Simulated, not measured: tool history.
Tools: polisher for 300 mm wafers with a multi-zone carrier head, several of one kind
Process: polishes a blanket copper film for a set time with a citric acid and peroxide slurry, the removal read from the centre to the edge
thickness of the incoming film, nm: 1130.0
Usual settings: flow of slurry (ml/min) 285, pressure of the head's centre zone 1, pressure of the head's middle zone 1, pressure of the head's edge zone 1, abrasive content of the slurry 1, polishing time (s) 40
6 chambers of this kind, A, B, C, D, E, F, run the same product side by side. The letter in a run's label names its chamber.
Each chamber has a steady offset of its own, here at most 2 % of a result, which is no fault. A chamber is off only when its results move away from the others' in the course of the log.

run	hour	flow of slurry (ml/min)	pressure of the head's centre zone	pressure of the head's middle zone	pressure of the head's edge zone	abrasive content of the slurry	polishing time (s)	wafers polished on this pad	hours since the slurry nozzle was cleaned	hours since the centre zone pressure was calibrated	hours since the edge zone pressure was calibrated	film removed at the wafer's centre (nm)	film removed at mid-radius (nm)	film removed at the wafer's edge (nm)
1A	12.3	285	1	1	1	1	40	718	184.8	917.6	611.5	55.946	54.403	55.427
# hour 17.9: chamber D: worn pad replaced by a new one
2F	20.3	285	1	1	1	1	40	454	519.9	160.2	40.7	56.434	55.035	55.236
# hour 30.6: chamber A: worn pad replaced by a new one
3E	32.5	285	1	1	1	1	40	1125	225.1	543.9	881.4	55.431	55.447	55.275
4C	43.5	285	1	1	1	1	40	1151	453	207.1	388.6	53.81	54.576	55.07
# hour 45.2: chamber C: worn pad replaced by a new one
# hour 45.2: chamber E: worn pad replaced by a new one
5D	48.9	285	1	1	1	1	40	399	617.5	306.5	538.5	55.824	54.699	55.13
# hour 49.1: chamber B: worn pad replaced by a new one
# hour 56.5: chamber E: slurry nozzle cleaned
6B	57.9	285	0.89	1	1	1	28	114	359.6	214.1	419.2	34.372	39.087	39.965
# hour 60.5: chamber F: worn pad replaced by a new one
7D	65.1	285	0.89	1	1	1	28	608	633.7	322.7	554.7	34.283	38.911	39.281
8C	71.8	285	0.89	1	1	1	28	343	481.3	235.4	416.9	33.265	39.455	38.743
9B	77.3	285	0.89	1	1	1	28	364	379	233.5	438.6	34.228	39.151	39.079
10E	87.5	285	0.89	1	1	1	28	545	31	598.9	936.4	34.304	39.477	38.934
# hour 91.6: chamber A: worn pad replaced by a new one
11A	97.5	285	0.89	1	1	1	28	76	270	1002.8	696.7	34.154	38.653	38.789
12F	102.9	285	1	1	1	1	40	546	602.5	242.8	123.3	56.149	54.312	56.022
# hour 103.5: chamber D: worn pad replaced by a new one
13B	112.6	285	1	1	1	1	40	819	414.3	268.8	473.9	55.885	55.531	57.072
14F	119	285	1	1	1	1	40	754	618.6	258.9	139.4	55.538	55.102	54.715
# hour 126.2: chamber F: worn pad replaced by a new one
15C	130.8	285	1	1	1	1	40	1103	540.3	294.4	475.9	54.8	55.119	54.693
# hour 134.8: chamber C: worn pad replaced by a new one
16D	140.9	285	1	1	1	1	40	482	709.5	398.5	630.5	56.51	55.482	56.238
# hour 141.8: chamber E: worn pad replaced by a new one
# hour 145.4: chamber A: centre zone pressure recalibrated
17E	146.3	285	1	1	1	1	40	58	89.8	657.7	995.2	55.58	55.153	56.793
# hour 149.6: chamber B: worn pad replaced by a new one
18A	157.4	285	1	1	1	1	40	848	329.9	12	756.6	55.712	55.368	55.735
# hour 163.4: chamber A: edge zone pressure recalibrated
19A	163.8	285	1	1	1	1	40	930	336.3	18.4	0.4	56.153	54.608	55.708
# hour 164.2: chamber A: worn pad replaced by a new one
20E	169.4	285	1	1	1	1	40	356	112.9	680.8	1018.3	55.385	55.39	54.191
21C	175.1	285	1	1	1	1	40	520	584.6	338.7	520.2	54.743	54.468	55.384
22F	181.1	285	1	1	1	1	40	707	680.7	321	201.5	55.322	55.101	56.844
# hour 187.1: chamber B: centre zone pressure recalibrated
# hour 189.8: chamber F: worn pad replaced by a new one
23B	190.8	285	1	1	1	1	40	531	492.5	3.7	552.1	55.303	54.877	57.805
# hour 195.9: chamber D: worn pad replaced by a new one
24D	203.1	285	1	1	1	1	40	93	771.7	460.7	692.7	55.837	54.307	55.092
25F	210.8	285	1	1	1	1	40	270	710.4	350.7	231.2	55.722	55.186	54.582
26D	216.9	285	1	1	1	1	40	271	785.5	474.5	706.5	55.592	56.583	55.341
# hour 218.2: chamber C: worn pad replaced by a new one
# hour 226.5: chamber A: slurry nozzle cleaned
27E	226.7	285	1	1	1	1	40	1094	170.2	738.1	1075.6	54.966	55.88	55.402
# hour 231.1: chamber A: worn pad replaced by a new one
28C	232.4	285	1	1	1	1	40	183	641.9	396	577.5	54.54	55.468	54.897
# hour 236.8: chamber D: slurry nozzle cleaned
29B	241.5	285	1	1	1	1	40	1185	543.2	54.4	602.8	54.962	55.106	56.036
# hour 242.1: chamber E: worn pad replaced by a new one
# hour 242.1: chamber B: worn pad replaced by a new one
30A	247.6	285	1	1	1	1	40	212	21.2	102.2	84.2	56.116	55.522	55.811
31F	253.3	285	1	1	1	1	40	818	752.9	393.2	273.7	55.673	55.126	56.301
# hour 254.2: chamber F: worn pad replaced by a new one
32C	261.1	285	1	1	1	1	40	552	670.6	424.7	606.2	54.722	53.867	54.171
# hour 262.3: chamber F: centre zone pressure recalibrated
# hour 265.3: chamber E: centre zone pressure recalibrated
33D	269.8	245	1	1	1.05	1	40	952	33	527.4	759.4	54.835	55.018	56.475
# hour 277.5: chamber C: centre zone pressure recalibrated
34A	280.5	245	1	1	1.05	1	40	636	54.1	135.1	117.1	54.586	54.054	56.585
35E	288.5	245	1	1	1.05	1	40	597	232	23.2	1137.4	53.716	54.399	56.959
36B	298	245	1	1	1.05	1	40	721	599.7	110.9	659.3	54.047	54.726	55.938
# hour 298.2: chamber C: worn pad replaced by a new one
# hour 305.4: chamber A: worn pad replaced by a new one
# hour 308.7: chamber E: slurry nozzle cleaned
37B	308.8	245	1	1	1.05	1	40	860	610.5	121.7	670.1	54.443	54.842	57.413
38A	317.6	245	1	1	1.05	1	40	158	91.2	172.2	154.2	54.939	55.222	56.084
39E	324.9	285	1	1	1	1	40	1066	16.2	59.6	1173.8	55.219	55.306	55.805
# hour 331.4: chamber F: worn pad replaced by a new one
40C	333.7	285	1	1	1	1	40	457	743.2	56.2	678.8	54.424	54.864	54.906
41F	340.7	285	1	1	1	1	40	120	840.3	78.4	361.1	55.564	53.808	53.785

Is one chamber off against the others, does the gauge drift, or is nothing wrong? If a chamber is off, say which, and what the likeliest cause is.

No chamber stands off beyond its own small offset, and the gauge holds steady.
